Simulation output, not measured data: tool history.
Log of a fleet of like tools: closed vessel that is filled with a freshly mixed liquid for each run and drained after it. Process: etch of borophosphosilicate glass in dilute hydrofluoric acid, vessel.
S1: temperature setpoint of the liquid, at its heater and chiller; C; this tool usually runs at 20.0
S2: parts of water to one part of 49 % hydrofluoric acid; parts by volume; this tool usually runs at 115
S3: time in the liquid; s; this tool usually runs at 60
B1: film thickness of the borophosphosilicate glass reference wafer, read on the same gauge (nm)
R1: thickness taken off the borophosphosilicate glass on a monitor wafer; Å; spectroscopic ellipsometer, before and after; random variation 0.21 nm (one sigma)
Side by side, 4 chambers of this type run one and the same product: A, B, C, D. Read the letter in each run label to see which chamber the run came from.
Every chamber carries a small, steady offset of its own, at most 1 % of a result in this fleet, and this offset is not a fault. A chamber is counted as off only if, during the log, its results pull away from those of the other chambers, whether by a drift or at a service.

run   hour    S1   S2  S3      B1      R1
 1B    3.8  20.0  115  60  89.999  311.87
 2C    6.8  20.0  115  60  90.003  316.18
 3A   11.2  20.0  115  60  89.977  314.80
 4D   14.9  20.0  115  60  90.023  312.47
 5B   19.7  17.0  115  60  89.989  278.37
 6A   25.8  17.0  115  60  89.991  276.12
 7C   28.9  17.0  115  60  89.997  274.32
 8D   32.1  17.0  115  60  90.019  273.39
 9A   37.7  20.0  115  60  90.018  314.80
10C   40.5  20.0  115  60  90.028  311.14
11B   44.8  23.0  170  60  89.998  224.41
12D   48.1  23.0  170  60  89.973  223.01
13D   51.0  23.0  170  60  89.996  224.69
14A   55.1  23.0  170  60  90.030  228.34
15B   60.1  20.0  115  60  90.025  316.85
16C   65.6  20.0  115  60  90.036  307.14
17A   68.6  20.0  115  60  89.980  315.79
18B   73.1  20.0  115  60  90.016  311.32
19C   78.3  20.0  115  60  90.014  308.30
20D   81.3  20.0  115  60  90.016  313.17
21B   86.9  20.0  115  60  89.965  313.93
22D   92.8  20.0  115  60  90.015  310.08
23A   98.9  20.0  115  60  89.975  310.99
24C  102.3  20.0  115  60  90.019  303.69
25A  105.6  20.0  115  60  90.029  311.58
26D  111.5  20.0  115  60  89.997  314.39
27C  116.5  20.0  115  60  90.007  298.05
28B  122.3  18.0  115  50  89.974  239.14
29D  128.1  18.0  115  50  89.977  237.83
30C  132.8  18.0  115  50  90.004  226.22
31A  135.7  18.0  115  50  89.999  242.24
32B  140.6  20.0  115  60  89.974  311.59
33A  146.0  20.0  115  60  90.024  311.17
34C  149.1  20.0  115  60  89.973  292.81
35D  154.7  20.0  115  60  90.011  313.60
36B  157.8  20.0  115  60  89.991  314.89
37A  160.4  20.0  115  60  89.999  315.37
38B  165.3  20.0  115  60  90.026  316.58
39C  168.9  20.0  115  60  89.956  287.67
40D  174.7  20.0  115  60  90.018  310.87
41C  178.5  20.0  115  60  90.040  286.78
42A  184.7  20.0  115  60  89.980  315.89
43B  190.6  20.0  115  60  89.975  314.58

Does one chamber stand apart from the rest, does the shared gauge drift, or is all well apart from small per-chamber offsets? Give the chamber and the most likely cause, where there is one.

It is chamber C that slowly wanders off from its peers.
Likeliest cause: hydrofluoric acid flow below the setpoint (%) = 8.19.
With only this log, it may be confused with: liquid colder than its thermometer reads (K).

Chamber C could run next with any of the 4 candidate recipes listed below; each alters the usual settings, and their results appear as question marks. Which one brings its results back in line with what the other chambers deliver on the usual settings?
To be in line, a result may differ from the other chambers' mean on the usual settings by at most: R1 7.30 Å
44C-1  195.0  21.0  115  60       ?
44C-2  195.0  20.0  105  60       ?
44C-3  195.0  20.0  120  60       ?
44C-4  195.0  20.0  125  60       ?

On the usual settings, the other chambers give on average: R1 313.71 Å
  run      R1
44C-1  295.38
44C-2  314.51
44C-3  270.30
44C-4  257.96
The right change is 44C-2: it brings the chamber back within the allowed miss of the others.

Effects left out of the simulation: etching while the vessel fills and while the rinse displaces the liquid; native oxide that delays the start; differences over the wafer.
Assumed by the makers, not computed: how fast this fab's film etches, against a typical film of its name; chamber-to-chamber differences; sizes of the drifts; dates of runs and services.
